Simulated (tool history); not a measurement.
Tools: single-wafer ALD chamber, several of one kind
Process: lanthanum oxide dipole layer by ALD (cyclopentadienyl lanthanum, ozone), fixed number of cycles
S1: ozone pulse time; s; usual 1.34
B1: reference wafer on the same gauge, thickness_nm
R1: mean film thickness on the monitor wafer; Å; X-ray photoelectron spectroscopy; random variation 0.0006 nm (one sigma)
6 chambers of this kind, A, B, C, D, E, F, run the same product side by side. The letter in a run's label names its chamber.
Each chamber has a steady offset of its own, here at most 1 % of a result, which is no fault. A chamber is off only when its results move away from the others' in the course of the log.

run   hour    S1       B1      R1
 1B    5.6  1.34  0.48390  5.3744
 2E   18.1  1.34  0.48383  5.3806
 3D   26.3  1.34  0.48361  5.4379
 4F   34.0  1.34  0.48392  5.3597
 5C   40.1  1.15  0.48372  5.2004
 6A   50.6  1.15  0.48363  5.2301
 7B   58.3  1.15  0.48362  5.1925
 8F   64.4  1.15  0.48350  5.1703
 9C   72.6  1.15  0.48367  5.2040
10E   79.0  1.15  0.48371  5.2019
11D   88.7  1.34  0.48350  5.4364
12A   97.5  1.10  0.48349  5.1601
13A  107.9  1.10  0.48335  5.1611
     108.5  -- chamber C: ozone generator serviced
14E  118.6  1.10  0.48317  5.1326
15F  129.8  1.10  0.48324  5.1061
16C  137.2  1.10  0.48310  5.1315
17D  148.1  1.10  0.48309  5.1839
18B  157.8  1.34  0.48302  5.3544
19A  170.8  1.34  0.48295  5.3916
20C  179.8  1.34  0.48299  5.3834
21E  190.3  1.34  0.48295  5.3715
     195.2  -- chamber F: ozone generator serviced
22F  199.8  1.34  0.48285  5.3509
23B  211.1  1.34  0.48273  5.3610
24D  219.5  1.34  0.48258  5.4178
25F  225.2  1.34  0.48263  5.3348
26D  231.1  1.34  0.48266  5.4227
27B  238.7  1.34  0.48269  5.3573
28C  246.4  1.34  0.48244  5.3703
29A  257.0  1.34  0.48251  5.3891
     265.6  -- chamber F: thermocouple changed; heater temperature recalibrated
30E  268.4  1.34  0.48255  5.3782
31B  278.6  1.50  0.48237  5.4665
32E  288.4  1.50  0.48233  5.4652
33F  297.5  1.50  0.48222  5.4499
34A  309.9  1.50  0.48200  5.5023
35D  323.0  1.50  0.48196  5.5295
36C  329.9  1.50  0.48200  5.4863
37E  339.9  1.34  0.48197  5.3675
38F  347.1  1.34  0.48193  5.3287
39A  354.4  1.34  0.48191  5.3839
40B  363.7  1.34  0.48187  5.3505

All 6 chambers run these settings next. Forecast each chamber's results:
41A  373.1  1.34       ?
41B  373.1  1.34       ?
41C  373.1  1.34       ?
41D  373.1  1.34       ?
41E  373.1  1.34       ?
41F  373.1  1.34       ?

run      R1
41A  5.3920
41B  5.3519
41C  5.3629
41D  5.4079
41E  5.3718
41F  5.3233
